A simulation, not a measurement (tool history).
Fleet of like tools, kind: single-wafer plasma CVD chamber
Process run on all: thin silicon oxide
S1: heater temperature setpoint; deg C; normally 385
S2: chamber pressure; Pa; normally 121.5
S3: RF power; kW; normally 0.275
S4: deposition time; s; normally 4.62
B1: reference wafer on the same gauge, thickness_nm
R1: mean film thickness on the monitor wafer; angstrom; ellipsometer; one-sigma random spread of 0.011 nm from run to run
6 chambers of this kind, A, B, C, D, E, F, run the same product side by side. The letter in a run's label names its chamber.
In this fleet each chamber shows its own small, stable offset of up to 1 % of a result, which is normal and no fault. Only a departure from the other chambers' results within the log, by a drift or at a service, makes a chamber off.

{"run": "1B", "day": 0.217, "S1": 385, "S2": 121.5, "S3": 0.275, "S4": 4.62, "B1": 9.2823, "R1": 92.535}
{"run": "2E", "day": 0.446, "S1": 385, "S2": 121.5, "S3": 0.275, "S4": 4.62, "B1": 9.283, "R1": 93.038}
{"run": "3A", "day": 0.575, "S1": 385, "S2": 121.5, "S3": 0.275, "S4": 4.62, "B1": 9.2864, "R1": 93.305}
{"day": 0.733, "done": "chamber D: thermocouple changed; heater temperature recalibrated"}
{"day": 0.746, "done": "chamber A: RF generator calibrated"}
{"run": "4D", "day": 0.775, "S1": 385, "S2": 121.5, "S3": 0.275, "S4": 4.62, "B1": 9.2816, "R1": 92.98}
{"run": "5F", "day": 0.908, "S1": 385, "S2": 121.5, "S3": 0.275, "S4": 4.62, "B1": 9.2879, "R1": 93.079}
{"run": "6C", "day": 1.092, "S1": 385, "S2": 121.5, "S3": 0.275, "S4": 4.62, "B1": 9.2853, "R1": 93.473}
{"run": "7A", "day": 1.217, "S1": 385, "S2": 121.5, "S3": 0.275, "S4": 4.62, "B1": 9.2875, "R1": 93.312}
{"run": "8B", "day": 1.338, "S1": 385, "S2": 121.5, "S3": 0.275, "S4": 4.62, "B1": 9.2887, "R1": 92.535}
{"run": "9E", "day": 1.488, "S1": 385, "S2": 121.5, "S3": 0.275, "S4": 4.62, "B1": 9.2879, "R1": 93.094}
{"run": "10D", "day": 1.688, "S1": 385, "S2": 121.5, "S3": 0.275, "S4": 4.62, "B1": 9.2904, "R1": 93.203}
{"run": "11C", "day": 1.921, "S1": 385, "S2": 121.5, "S3": 0.275, "S4": 4.62, "B1": 9.2924, "R1": 93.58}
{"run": "12F", "day": 2.075, "S1": 385, "S2": 121.5, "S3": 0.275, "S4": 4.62, "B1": 9.2961, "R1": 93.22}
{"run": "13B", "day": 2.275, "S1": 385, "S2": 121.5, "S3": 0.275, "S4": 4.62, "B1": 9.2954, "R1": 92.557}
{"run": "14F", "day": 2.4, "S1": 385, "S2": 121.5, "S3": 0.275, "S4": 4.62, "B1": 9.2993, "R1": 93.139}
{"run": "15E", "day": 2.583, "S1": 385, "S2": 121.5, "S3": 0.275, "S4": 4.62, "B1": 9.2957, "R1": 92.984}
{"run": "16A", "day": 2.7, "S1": 385, "S2": 121.5, "S3": 0.275, "S4": 4.62, "B1": 9.2966, "R1": 93.468}
{"run": "17C", "day": 2.821, "S1": 385, "S2": 121.5, "S3": 0.275, "S4": 4.62, "B1": 9.2966, "R1": 93.567}
{"day": 2.846, "done": "chamber F: RF generator calibrated"}
{"run": "18D", "day": 2.962, "S1": 385, "S2": 121.5, "S3": 0.23, "S4": 5.23, "B1": 9.2989, "R1": 97.012}
{"run": "19C", "day": 3.096, "S1": 385, "S2": 121.5, "S3": 0.23, "S4": 5.23, "B1": 9.3014, "R1": 97.811}
{"run": "20D", "day": 3.288, "S1": 385, "S2": 121.5, "S3": 0.23, "S4": 5.23, "B1": 9.3008, "R1": 97.266}
{"day": 3.392, "done": "chamber E: capacitance manometer re-zeroed and calibrated"}
{"run": "21A", "day": 3.504, "S1": 385, "S2": 121.5, "S3": 0.23, "S4": 5.23, "B1": 9.3025, "R1": 97.703}
{"run": "22E", "day": 3.675, "S1": 385, "S2": 121.5, "S3": 0.23, "S4": 5.23, "B1": 9.3025, "R1": 97.41}
{"run": "23B", "day": 3.867, "S1": 385, "S2": 121.5, "S3": 0.23, "S4": 5.23, "B1": 9.3038, "R1": 96.812}
{"run": "24F", "day": 3.975, "S1": 385, "S2": 121.5, "S3": 0.275, "S4": 4.62, "B1": 9.3037, "R1": 93.039}
{"run": "25C", "day": 4.112, "S1": 385, "S2": 121.5, "S3": 0.275, "S4": 4.62, "B1": 9.3055, "R1": 93.572}
{"run": "26E", "day": 4.246, "S1": 385, "S2": 121.5, "S3": 0.275, "S4": 4.62, "B1": 9.3068, "R1": 93.325}
{"run": "27D", "day": 4.354, "S1": 385, "S2": 121.5, "S3": 0.275, "S4": 4.62, "B1": 9.3075, "R1": 93.498}
{"run": "28F", "day": 4.567, "S1": 385, "S2": 121.5, "S3": 0.275, "S4": 4.62, "B1": 9.3109, "R1": 93.127}
{"run": "29B", "day": 4.721, "S1": 385, "S2": 121.5, "S3": 0.3, "S4": 4.32, "B1": 9.3137, "R1": 89.799}
{"run": "30A", "day": 4.942, "S1": 385, "S2": 121.5, "S3": 0.3, "S4": 4.32, "B1": 9.3125, "R1": 90.896}
{"run": "31A", "day": 5.154, "S1": 385, "S2": 121.5, "S3": 0.3, "S4": 4.32, "B1": 9.3179, "R1": 90.718}
{"run": "32F", "day": 5.262, "S1": 385, "S2": 121.5, "S3": 0.3, "S4": 4.32, "B1": 9.3126, "R1": 90.485}
{"run": "33B", "day": 5.375, "S1": 385, "S2": 121.5, "S3": 0.3, "S4": 4.32, "B1": 9.3159, "R1": 89.994}
{"run": "34C", "day": 5.579, "S1": 385, "S2": 121.5, "S3": 0.3, "S4": 4.32, "B1": 9.3151, "R1": 90.843}
{"run": "35D", "day": 5.792, "S1": 385, "S2": 121.5, "S3": 0.275, "S4": 4.62, "B1": 9.3181, "R1": 93.629}
{"run": "36E", "day": 6.008, "S1": 385, "S2": 121.5, "S3": 0.275, "S4": 4.62, "B1": 9.3205, "R1": 93.32}
{"run": "37C", "day": 6.112, "S1": 385, "S2": 121.5, "S3": 0.275, "S4": 4.62, "B1": 9.3208, "R1": 93.889}
{"run": "38F", "day": 6.246, "S1": 385, "S2": 121.5, "S3": 0.275, "S4": 4.62, "B1": 9.3214, "R1": 93.477}
{"run": "39E", "day": 6.408, "S1": 378, "S2": 121.5, "S3": 0.275, "S4": 4.62, "B1": 9.3235, "R1": 93.846}
{"run": "40B", "day": 6.533, "S1": 378, "S2": 121.5, "S3": 0.275, "S4": 4.62, "B1": 9.3231, "R1": 93.275}
{"run": "41A", "day": 6.696, "S1": 378, "S2": 121.5, "S3": 0.275, "S4": 4.62, "B1": 9.3249, "R1": 94.224}
{"run": "42D", "day": 6.804, "S1": 378, "S2": 121.5, "S3": 0.275, "S4": 4.62, "B1": 9.3238, "R1": 93.968}

Each of the 6 chambers runs these same settings next. Fill in every chamber's results:
{"run": "43A", "day": 6.975, "S1": 385, "S2": 121.5, "S3": 0.275, "S4": 4.62, "R1": "?"}
{"run": "43B", "day": 6.975, "S1": 385, "S2": 121.5, "S3": 0.275, "S4": 4.62, "R1": "?"}
{"run": "43C", "day": 6.975, "S1": 385, "S2": 121.5, "S3": 0.275, "S4": 4.62, "R1": "?"}
{"run": "43D", "day": 6.975, "S1": 385, "S2": 121.5, "S3": 0.275, "S4": 4.62, "R1": "?"}
{"run": "43E", "day": 6.975, "S1": 385, "S2": 121.5, "S3": 0.275, "S4": 4.62, "R1": "?"}
{"run": "43F", "day": 6.975, "S1": 385, "S2": 121.5, "S3": 0.275, "S4": 4.62, "R1": "?"}

run=43A R1=93.812
run=43B R1=92.812
run=43C R1=93.919
run=43D R1=93.576
run=43E R1=93.390
run=43F R1=93.479
